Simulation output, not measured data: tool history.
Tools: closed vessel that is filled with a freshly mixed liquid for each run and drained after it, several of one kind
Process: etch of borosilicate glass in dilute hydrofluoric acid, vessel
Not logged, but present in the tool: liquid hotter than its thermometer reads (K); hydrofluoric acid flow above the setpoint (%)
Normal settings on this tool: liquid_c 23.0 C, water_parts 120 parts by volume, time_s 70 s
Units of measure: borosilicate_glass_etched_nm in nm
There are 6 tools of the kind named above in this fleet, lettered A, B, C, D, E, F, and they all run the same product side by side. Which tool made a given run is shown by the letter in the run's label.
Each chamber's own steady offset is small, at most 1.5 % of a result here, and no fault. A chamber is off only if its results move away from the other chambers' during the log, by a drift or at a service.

run     day  liquid_c  water_parts  time_s  hours since the thermometer was replaced  hours since the hydrofluoric acid flow meter was replaced  read-back film thickness of the borosilicate glass reference wafer, read on the same gauge (nm)  borosilicate_glass_etched_nm
 1C   0.288      23.0          120      70                                    1557.2                                                      611.1                                                                                           130.02                       11.4700
      0.471  -- chamber D: thermometer replaced
 2E   0.738      23.0          120      70                                    1886.7                                                     1065.9                                                                                           130.01                       11.4790
 3B   1.158      23.0          120      70                                    1060.0                                                     1396.5                                                                                           130.00                       11.3180
 4A   1.396      23.0          120      70                                      48.8                                                      317.1                                                                                           130.01                       11.3670
 5F   1.642      23.0          120      70                                    2036.0                                                      838.3                                                                                           129.99                       11.3480
 6D   2.096      23.0          120      70                                      39.1                                                     1236.2                                                                                           130.01                       11.3570
 7D   2.396      23.0          120      70                                      46.3                                                     1243.4                                                                                           130.01                       11.2720
 8F   2.629      23.0          120      70                                    2059.7                                                      862.0                                                                                           129.99                       11.4360
 9B   3.079      23.0          120      70                                    1106.1                                                     1442.6                                                                                           129.95                       11.6470
      3.092  -- chamber C: hydrofluoric acid flow meter replaced
10C   3.367      23.0          120      70                                    1631.1                                                        6.6                                                                                           130.00                       11.3730
11A   3.858      23.0          120      70                                     107.9                                                      376.2                                                                                           130.00                       11.4910
12E   4.092      23.0          120      70                                    1967.2                                                     1146.4                                                                                           129.98                       11.3650
13E   4.329      23.0          120      70                                    1972.9                                                     1152.1                                                                                           130.03                       11.3060
14C   4.671      23.0          120      55                                    1662.4                                                       37.9                                                                                           130.02                        8.8864
15B   4.979      23.0          120      55                                    1151.7                                                     1488.2                                                                                           130.02                        9.0674
16A   5.425      23.0          120      55                                     145.5                                                      413.8                                                                                           130.00                        9.0175
17F   5.733      23.0          120      55                                    2134.2                                                      936.5                                                                                           130.00                        9.0752
18D   6.067      23.0          120      55                                     134.4                                                     1331.5                                                                                           129.98                        8.7172
      6.083  -- chamber B: hydrofluoric acid flow meter replaced
      6.346  -- chamber E: thermometer replaced
19B   6.471      23.0          120      55                                    1187.5                                                        9.4                                                                                           130.02                        8.9361
20A   6.854      26.0          120      95                                     179.8                                                      448.1                                                                                           130.03                       17.5950
21F   7.183      26.0          120      95                                    2169.0                                                      971.3                                                                                           130.02                       17.7800
22D   7.496      26.0          120      95                                     168.7                                                     1365.8                                                                                           129.98                       16.9480
23C   7.754      26.0          120      95                                    1736.4                                                      111.9                                                                                           130.00                       17.1630
24E   8.142      26.0          120      95                                      43.1                                                     1243.6                                                                                           129.99                       17.5210
      8.238  -- chamber A: hydrofluoric acid flow meter replaced
25F   8.462      26.0          120      95                                    2199.7                                                     1002.0                                                                                           130.06                       17.6220
26C   8.879      23.0          120      70                                    1763.4                                                      138.9                                                                                           129.99                       11.4690
27D   9.279      23.0          120      70                                     211.5                                                     1408.6                                                                                           130.01                       11.3890
28B   9.654      23.0          120      70                                    1263.9                                                       85.8                                                                                           130.05                       11.5450
29A  10.129      23.0          120      70                                     258.4                                                       45.5                                                                                           130.05                       11.5350
30E  10.471      23.0          120      70                                      99.0                                                     1299.5                                                                                           129.97                       11.3900
31F  10.867      23.0          120      70                                    2257.4                                                     1059.7                                                                                           130.01                       11.5130
32B  11.308      23.0          120      70                                    1303.6                                                      125.5                                                                                           129.96                       11.4170
33D  11.629      23.0          120      70                                     267.9                                                     1465.0                                                                                           130.04                       11.3900
34C  11.867      23.0          120      70                                    1835.1                                                      210.6                                                                                           129.97                       11.5390
35E  12.329      23.0          120      70                                     143.6                                                     1344.1                                                                                           130.02                       11.4790
36A  12.729      23.0          120      70                                     320.8                                                      107.9                                                                                           129.97                       11.5870
37A  13.154      23.0          120      70                                     331.0                                                      118.1                                                                                           129.97                       11.3080
38F  13.562      23.0          120      70                                    2322.1                                                     1124.4                                                                                           130.03                       11.4420
39E  14.012      23.0          120      70                                     184.0                                                     1384.5                                                                                           130.03                       11.5310
40C  14.250      23.0          120      70                                    1892.3                                                      267.8                                                                                           130.03                       11.4260
41B  14.642      23.0          140      40                                    1383.6                                                      205.5                                                                                           129.95                        5.4327

Is one chamber out of step, is the gauge drifting, or do the chambers differ by no more than their own small offsets? For an off chamber, give its letter and the likeliest cause.

All chambers stay in line apart from their small fixed offsets, and the gauge does not drift.
